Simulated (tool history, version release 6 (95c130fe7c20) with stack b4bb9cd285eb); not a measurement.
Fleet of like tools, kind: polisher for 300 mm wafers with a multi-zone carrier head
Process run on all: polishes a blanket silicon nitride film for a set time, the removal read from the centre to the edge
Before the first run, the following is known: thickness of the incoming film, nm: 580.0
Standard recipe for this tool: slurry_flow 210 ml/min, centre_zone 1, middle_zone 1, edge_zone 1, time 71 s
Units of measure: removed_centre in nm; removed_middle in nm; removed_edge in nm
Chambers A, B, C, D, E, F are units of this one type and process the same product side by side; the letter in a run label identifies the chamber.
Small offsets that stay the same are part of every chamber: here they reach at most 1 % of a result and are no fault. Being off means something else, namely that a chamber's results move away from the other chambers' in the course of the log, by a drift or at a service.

run,day,slurry_flow,centre_zone,middle_zone,edge_zone,time,removed_centre,removed_middle,removed_edge
# day 0.117: chamber C: worn pad replaced by a new one
1F,0.333,210,1,1,1,71,114.49,111.9,117.1
2B,0.875,210,1,1,1,71,114.24,116.03,112.81
3E,1.396,210,1,1,1,71,114.72,115.34,115.24
4A,1.675,210,1,1,1,71,114.76,113.6,116.35
# day 1.9: chamber B: worn pad replaced by a new one
# day 2.108: chamber A: worn pad replaced by a new one
5D,2.142,210,1,1,1,71,113.6,113.51,113.69
# day 2.246: chamber F: worn pad replaced by a new one
6C,2.629,210,1,1,1,71,114.44,112.24,114.26
7C,2.929,210,1,1,1,71,111.02,114.11,114.81
# day 3.021: chamber E: worn pad replaced by a new one
8E,3.446,210,1,1,1,82,131.27,134.89,133.29
# day 3.708: chamber F: edge zone pressure recalibrated
9B,3.796,210,1,1,1,82,128.43,134.59,132.5
10F,4.054,210,1,1,1,82,129.49,132.87,135.08
# day 4.075: chamber C: worn pad replaced by a new one
11D,4.542,210,1,1,1,82,131.93,130.08,129
12A,4.821,210,1,1,1,82,133.38,134.08,136.24
13F,5.379,210,1,1,1,82,132.46,130.01,133.15
14E,5.721,210,1,1,1,71,116.8,114.99,113.69
# day 6.121: chamber C: slurry nozzle cleaned
15A,6.2,210,1.1,1,1.11,71,127.09,111.74,122.07
# day 6.304: chamber A: worn pad replaced by a new one
# day 6.317: chamber A: edge zone pressure recalibrated
# day 6.471: chamber F: worn pad replaced by a new one
16C,6.625,210,1.1,1,1.11,71,128.61,115.22,120.24
17D,6.888,210,1.1,1,1.11,71,126.23,110.81,119.38
18B,7.217,210,1.1,1,1.11,71,124.61,116.1,119.79
19E,7.475,210,1.1,1,1.11,71,125.03,114.82,120.52
20D,7.8,210,1.1,1,1.11,71,125.34,111.4,121.4
# day 8.162: chamber E: worn pad replaced by a new one
21B,8.183,210,1,1,1,71,113.82,113.34,113.42
22C,8.546,210,1,1,1,71,114.84,116.36,115.5
# day 8.658: chamber C: worn pad replaced by a new one
23A,8.925,210,1,1,1,71,114.71,114.22,114.51
24F,9.338,210,1,0.9,1,56,91.217,81.375,91.834
25A,9.65,210,1,0.9,1,56,90.072,83.673,92.475
# day 9.846: chamber F: slurry nozzle cleaned
# day 10.021: chamber B: worn pad replaced by a new one
26E,10.108,210,1,0.9,1,56,89.998,82.89,90.709
27C,10.429,210,1,0.9,1,56,89.773,82.124,90.266
# day 10.933: chamber F: worn pad replaced by a new one
28F,10.971,210,1,0.9,1,56,88.761,81.73,90.658
29B,11.238,210,1,0.9,1,56,88.876,82.211,90.364
# day 11.4: chamber A: worn pad replaced by a new one
30D,11.788,210,1,1,1,71,110.62,107.39,108.15
# day 12.033: chamber D: slurry nozzle cleaned
# day 12.196: chamber C: worn pad replaced by a new one
31E,12.354,210,1,1,1,71,114.19,112.98,114.31
# day 12.671: chamber E: worn pad replaced by a new one
32F,12.821,210,1,1,1,71,115.89,116,114.6
33D,13.175,210,1,1,1,71,109.71,109.79,110
34B,13.704,210,1,1,1,71,113.78,116.77,114.48
35C,14.012,210,1,1,1,71,114.67,117.55,112.3
36A,14.279,210,1,1,1,71,115.09,114.74,115.71
37A,14.546,210,1,1,1,71,114.19,114.43,116.91
38C,15.05,210,1,1,1,71,114.03,111.66,115.98
# day 15.175: chamber F: worn pad replaced by a new one
39F,15.467,210,1,1,0.91,71,115.99,113.24,108.74
40E,15.733,210,1,1,0.91,71,114.09,112.68,110.43
41B,16.042,210,1,1,0.91,71,112.26,117.38,108.22

Predict what each chamber gives when all 6 of them run the settings below next.
42A,16.446,210,1,1,1.05,71,?,?,?
42B,16.446,210,1,1,1.05,71,?,?,?
42C,16.446,210,1,1,1.05,71,?,?,?
42D,16.446,210,1,1,1.05,71,?,?,?
42E,16.446,210,1,1,1.05,71,?,?,?
42F,16.446,210,1,1,1.05,71,?,?,?

run,removed_centre,removed_middle,removed_edge
42A,113.97,117.46,118.24
42B,112.24,114.05,116.94
42C,115.56,115.95,114.89
42D,106.78,103.84,108.87
42E,112.67,115.46,117.38
42F,114.11,116.32,115.32

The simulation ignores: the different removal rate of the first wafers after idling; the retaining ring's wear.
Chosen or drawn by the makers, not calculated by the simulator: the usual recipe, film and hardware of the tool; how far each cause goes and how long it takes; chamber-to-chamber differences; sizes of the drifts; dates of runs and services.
